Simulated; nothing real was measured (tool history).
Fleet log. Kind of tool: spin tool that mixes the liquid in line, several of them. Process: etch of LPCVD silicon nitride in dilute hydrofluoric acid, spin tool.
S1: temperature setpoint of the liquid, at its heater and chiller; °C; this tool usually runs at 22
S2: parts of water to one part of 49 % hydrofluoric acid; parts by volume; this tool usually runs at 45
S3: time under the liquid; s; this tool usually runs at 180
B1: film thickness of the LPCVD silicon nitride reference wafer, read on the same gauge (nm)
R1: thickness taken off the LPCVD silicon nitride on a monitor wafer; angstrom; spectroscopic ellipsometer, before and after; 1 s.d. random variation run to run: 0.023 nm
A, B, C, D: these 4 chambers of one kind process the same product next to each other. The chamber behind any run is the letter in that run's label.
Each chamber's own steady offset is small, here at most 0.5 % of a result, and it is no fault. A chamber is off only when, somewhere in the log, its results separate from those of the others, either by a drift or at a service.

run	hour	S1	S2	S3	B1	R1
1B	4.0	22	45	180	29.995	19.323
2A	6.9	22	45	180	29.991	19.067
3D	9.3	22	45	180	30.032	19.037
# hour 11.4: chamber D: hydrofluoric acid flow meter replaced
4C	12.4	22	45	180	30.013	18.832
5D	16.3	22	45	180	29.995	19.106
6A	20.6	22	45	180	29.990	19.623
7C	23.4	22	45	180	30.029	18.535
8B	27.5	22	30	230	30.020	37.313
9C	31.1	22	30	230	29.981	35.524
10A	33.5	22	30	230	29.994	36.595
# hour 34.4: chamber B: hydrofluoric acid flow meter replaced
11B	37.8	22	30	230	30.004	35.902
12D	40.5	22	45	180	29.996	19.483
13C	44.1	22	45	180	29.978	19.158
14B	46.5	22	45	180	29.962	18.899
15D	48.6	22	45	180	30.000	19.166
16A	51.9	26	45	125	30.038	17.754
17D	55.0	26	45	125	29.998	17.466
18C	59.5	26	45	125	30.020	17.272
19A	63.7	26	45	125	30.019	17.117
20B	66.4	22	45	180	30.017	18.883
21C	69.8	22	45	180	29.969	19.749
22B	74.2	22	45	180	29.972	19.086
23D	78.7	22	45	180	30.005	18.808
24A	83.1	22	45	180	29.995	19.064
25D	85.7	22	45	180	30.001	19.301
26C	88.5	26	45	235	29.999	33.932
27A	92.4	26	45	235	30.018	32.230
28B	96.4	26	45	235	30.043	32.860
29D	99.9	26	45	235	30.033	32.028
30C	102.4	22	45	180	29.988	20.590
31B	104.9	22	45	180	30.040	18.885
32A	107.7	22	55	180	29.986	15.385
33B	112.2	22	55	180	30.002	15.685
34C	114.8	22	55	180	30.003	17.384
35A	117.0	22	55	180	30.025	15.490

Read the log: is a single chamber off, either drifting away or since a service, is the gauge that measures every chamber drifting, or is nothing wrong beyond small per-chamber offsets? Name any odd chamber and what most likely caused it.

It is chamber C that slowly wanders off from its peers.
Most likely cause: liquid hotter than its thermometer reads (K) = 1.41.
The log may not separate it from: hydrofluoric acid flow above the setpoint (%).

Chamber C could run next with any of the 4 candidate recipes listed below; each alters the usual settings, and their results appear as question marks. Which one brings its results back in line with what the other chambers deliver on the usual settings?
To be in line, a result may differ from the other chambers' mean on the usual settings by at most: R1 0.810 angstrom
36C-1	120.3	22.0	45	175		?
36C-2	120.3	22.5	45	190		?
36C-3	120.3	21.5	45	170		?
36C-4	120.3	22.0	45	185		?

Mean of the other chambers on the usual settings: R1 19.067 angstrom
run	R1
36C-1	20.476
36C-2	22.982
36C-3	19.226
36C-4	21.646
The answer is 36C-3, which returns the chamber to within the allowed miss of the others.

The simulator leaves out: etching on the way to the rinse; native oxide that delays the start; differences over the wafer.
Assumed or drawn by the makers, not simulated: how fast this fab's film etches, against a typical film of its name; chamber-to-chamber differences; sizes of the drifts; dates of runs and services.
